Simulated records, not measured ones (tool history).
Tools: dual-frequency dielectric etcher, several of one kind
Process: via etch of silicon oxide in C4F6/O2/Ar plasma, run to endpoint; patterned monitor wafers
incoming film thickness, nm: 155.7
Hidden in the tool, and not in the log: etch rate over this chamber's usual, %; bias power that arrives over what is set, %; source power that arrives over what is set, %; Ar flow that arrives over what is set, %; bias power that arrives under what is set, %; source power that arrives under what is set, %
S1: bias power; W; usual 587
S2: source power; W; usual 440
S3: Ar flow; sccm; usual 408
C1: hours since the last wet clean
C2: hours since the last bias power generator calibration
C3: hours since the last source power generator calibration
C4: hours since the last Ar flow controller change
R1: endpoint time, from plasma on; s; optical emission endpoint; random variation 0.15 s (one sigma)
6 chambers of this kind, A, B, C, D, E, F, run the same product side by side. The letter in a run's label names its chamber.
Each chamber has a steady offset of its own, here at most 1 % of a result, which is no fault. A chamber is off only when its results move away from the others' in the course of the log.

{"run": "1E", "hour": 6.9, "S1": 587, "S2": 440, "S3": 408, "C1": 285.6, "C2": 3471.1, "C3": 715.5, "C4": 859.9, "R1": 32.277}
{"run": "2A", "hour": 16.6, "S1": 587, "S2": 440, "S3": 408, "C1": 325.8, "C2": 1950.5, "C3": 2499.8, "C4": 1526.7, "R1": 32.532}
{"run": "3C", "hour": 24.2, "S1": 587, "S2": 440, "S3": 408, "C1": 267.9, "C2": 511.5, "C3": 3631.6, "C4": 1289.5, "R1": 32.235}
{"run": "4B", "hour": 32.1, "S1": 587, "S2": 440, "S3": 408, "C1": 500.1, "C2": 840.4, "C3": 3425.9, "C4": 1830.5, "R1": 31.906}
{"run": "5F", "hour": 37.2, "S1": 499, "S2": 440, "S3": 341, "C1": 175.8, "C2": 1728.7, "C3": 1214.6, "C4": 1637.3, "R1": 33.735}
{"run": "6D", "hour": 43.4, "S1": 499, "S2": 440, "S3": 341, "C1": 218.8, "C2": 726.5, "C3": 216.3, "C4": 2318.4, "R1": 33.564}
{"run": "7F", "hour": 53.0, "S1": 499, "S2": 440, "S3": 341, "C1": 191.6, "C2": 1744.5, "C3": 1230.4, "C4": 1653.1, "R1": 33.756}
{"run": "8A", "hour": 62.8, "S1": 499, "S2": 440, "S3": 341, "C1": 372.0, "C2": 1996.7, "C3": 2546.0, "C4": 1572.9, "R1": 33.624}
{"run": "9C", "hour": 68.6, "S1": 499, "S2": 440, "S3": 341, "C1": 312.3, "C2": 555.9, "C3": 3676.0, "C4": 1333.9, "R1": 33.211}
{"hour": 73.0, "done": "chamber B: wet clean of the chamber"}
{"run": "10B", "hour": 77.6, "S1": 499, "S2": 440, "S3": 341, "C1": 4.6, "C2": 885.9, "C3": 3471.4, "C4": 1876.0, "R1": 33.522}
{"run": "11D", "hour": 85.7, "S1": 494, "S2": 440, "S3": 408, "C1": 261.1, "C2": 768.8, "C3": 258.6, "C4": 2360.7, "R1": 34.843}
{"hour": 86.9, "done": "chamber E: bias power generator calibrated"}
{"run": "12E", "hour": 92.8, "S1": 494, "S2": 440, "S3": 408, "C1": 371.5, "C2": 6.0, "C3": 801.4, "C4": 945.8, "R1": 34.338}
{"run": "13F", "hour": 101.8, "S1": 494, "S2": 440, "S3": 408, "C1": 240.4, "C2": 1793.3, "C3": 1279.2, "C4": 1701.9, "R1": 34.467}
{"run": "14D", "hour": 107.6, "S1": 494, "S2": 440, "S3": 408, "C1": 283.0, "C2": 790.7, "C3": 280.5, "C4": 2382.6, "R1": 34.741}
{"run": "15C", "hour": 117.4, "S1": 494, "S2": 440, "S3": 408, "C1": 361.1, "C2": 604.7, "C3": 3724.8, "C4": 1382.7, "R1": 34.324}
{"run": "16E", "hour": 125.6, "S1": 494, "S2": 440, "S3": 408, "C1": 404.3, "C2": 38.8, "C3": 834.2, "C4": 978.6, "R1": 34.163}
{"run": "17B", "hour": 133.8, "S1": 587, "S2": 440, "S3": 408, "C1": 60.8, "C2": 942.1, "C3": 3527.6, "C4": 1932.2, "R1": 32.183}
{"run": "18A", "hour": 141.3, "S1": 587, "S2": 440, "S3": 408, "C1": 450.5, "C2": 2075.2, "C3": 2624.5, "C4": 1651.4, "R1": 32.344}
{"run": "19D", "hour": 149.5, "S1": 587, "S2": 440, "S3": 408, "C1": 324.9, "C2": 832.6, "C3": 322.4, "C4": 2424.5, "R1": 32.444}
{"run": "20F", "hour": 158.8, "S1": 587, "S2": 440, "S3": 408, "C1": 297.4, "C2": 1850.3, "C3": 1336.2, "C4": 1758.9, "R1": 32.337}
{"run": "21E", "hour": 163.8, "S1": 587, "S2": 440, "S3": 408, "C1": 442.5, "C2": 77.0, "C3": 872.4, "C4": 1016.8, "R1": 31.989}
{"run": "22B", "hour": 173.1, "S1": 587, "S2": 440, "S3": 408, "C1": 100.1, "C2": 981.4, "C3": 3566.9, "C4": 1971.5, "R1": 32.314}
{"hour": 173.8, "done": "chamber C: wet clean of the chamber"}
{"run": "23A", "hour": 177.7, "S1": 587, "S2": 440, "S3": 408, "C1": 486.9, "C2": 2111.6, "C3": 2660.9, "C4": 1687.8, "R1": 32.165}
{"run": "24C", "hour": 187.9, "S1": 587, "S2": 440, "S3": 408, "C1": 14.1, "C2": 675.2, "C3": 3795.3, "C4": 1453.2, "R1": 32.12}
{"hour": 194.8, "done": "chamber F: source power generator calibrated"}
{"run": "25B", "hour": 196.3, "S1": 587, "S2": 440, "S3": 408, "C1": 123.3, "C2": 1004.6, "C3": 3590.1, "C4": 1994.7, "R1": 32.093}
{"hour": 201.6, "done": "chamber A: source power generator calibrated"}
{"run": "26E", "hour": 206.0, "S1": 587, "S2": 440, "S3": 408, "C1": 484.7, "C2": 119.2, "C3": 914.6, "C4": 1059.0, "R1": 31.622}
{"run": "27D", "hour": 214.5, "S1": 587, "S2": 440, "S3": 408, "C1": 389.9, "C2": 897.6, "C3": 387.4, "C4": 2489.5, "R1": 32.241}
{"run": "28F", "hour": 223.4, "S1": 587, "S2": 440, "S3": 408, "C1": 362.0, "C2": 1914.9, "C3": 28.7, "C4": 1823.5, "R1": 32.324}
{"run": "29C", "hour": 229.3, "S1": 587, "S2": 440, "S3": 408, "C1": 55.5, "C2": 716.6, "C3": 3836.7, "C4": 1494.6, "R1": 32.436}
{"run": "30A", "hour": 239.6, "S1": 587, "S2": 440, "S3": 408, "C1": 548.8, "C2": 2173.5, "C3": 38.1, "C4": 1749.7, "R1": 32.313}
{"hour": 242.6, "done": "chamber A: wet clean of the chamber"}
{"run": "31C", "hour": 247.6, "S1": 587, "S2": 440, "S3": 408, "C1": 73.8, "C2": 734.9, "C3": 3855.0, "C4": 1512.9, "R1": 32.091}
{"hour": 250.9, "done": "chamber C: source power generator calibrated"}
{"run": "32D", "hour": 254.8, "S1": 587, "S2": 440, "S3": 408, "C1": 430.2, "C2": 937.9, "C3": 427.7, "C4": 2529.8, "R1": 32.612}
{"run": "33F", "hour": 260.0, "S1": 587, "S2": 440, "S3": 408, "C1": 398.6, "C2": 1951.5, "C3": 65.3, "C4": 1860.1, "R1": 32.229}
{"run": "34E", "hour": 267.9, "S1": 587, "S2": 440, "S3": 408, "C1": 546.6, "C2": 181.1, "C3": 976.5, "C4": 1120.9, "R1": 31.507}
{"run": "35B", "hour": 278.3, "S1": 587, "S2": 440, "S3": 408, "C1": 205.3, "C2": 1086.6, "C3": 3672.1, "C4": 2076.7, "R1": 32.242}
{"run": "36A", "hour": 287.1, "S1": 587, "S2": 440, "S3": 408, "C1": 44.6, "C2": 2221.0, "C3": 85.6, "C4": 1797.2, "R1": 32.4}
{"run": "37C", "hour": 292.0, "S1": 587, "S2": 440, "S3": 408, "C1": 118.2, "C2": 779.3, "C3": 41.1, "C4": 1557.3, "R1": 32.201}
{"run": "38D", "hour": 302.4, "S1": 587, "S2": 440, "S3": 408, "C1": 477.8, "C2": 985.5, "C3": 475.3, "C4": 2577.4, "R1": 32.471}
{"run": "39A", "hour": 308.8, "S1": 587, "S2": 440, "S3": 408, "C1": 66.3, "C2": 2242.7, "C3": 107.3, "C4": 1818.9, "R1": 31.994}
{"run": "40E", "hour": 315.0, "S1": 587, "S2": 440, "S3": 408, "C1": 593.7, "C2": 228.2, "C3": 1023.6, "C4": 1168.0, "R1": 31.311}
{"run": "41B", "hour": 323.0, "S1": 587, "S2": 440, "S3": 408, "C1": 250.0, "C2": 1131.3, "C3": 3716.8, "C4": 2121.4, "R1": 32.357}
{"run": "42F", "hour": 329.7, "S1": 587, "S2": 440, "S3": 408, "C1": 468.3, "C2": 2021.2, "C3": 135.0, "C4": 1929.8, "R1": 32.438}

Is one chamber off against the others, does the gauge drift, or is nothing wrong? If a chamber is off, say which, and what the likeliest cause is.

Chamber E drifts away from the others.
Cause: etch rate over this chamber's usual, % = 3.66.

Here are 4 candidates for chamber E's next run, each the usual settings with a change, their results left as question marks. Which one brings its results back in line with what the others give on the usual settings?
In line means no further than this from the other chambers' mean on the usual settings: R1 0.540 s
{"run": "43E-1", "hour": 337.2, "S1": 587, "S2": 480, "S3": 397, "R1": "?"}
{"run": "43E-2", "hour": 337.2, "S1": 587, "S2": 440, "S3": 434, "R1": "?"}
{"run": "43E-3", "hour": 337.2, "S1": 598, "S2": 440, "S3": 408, "R1": "?"}
{"run": "43E-4", "hour": 337.2, "S1": 587, "S2": 400, "S3": 408, "R1": "?"}

The other chambers' mean on the usual settings: R1 32.326 s
run=43E-1 R1=30.187
run=43E-2 R1=31.494
run=43E-3 R1=31.055
run=43E-4 R1=32.404
43E-4 brings the chamber back in line.
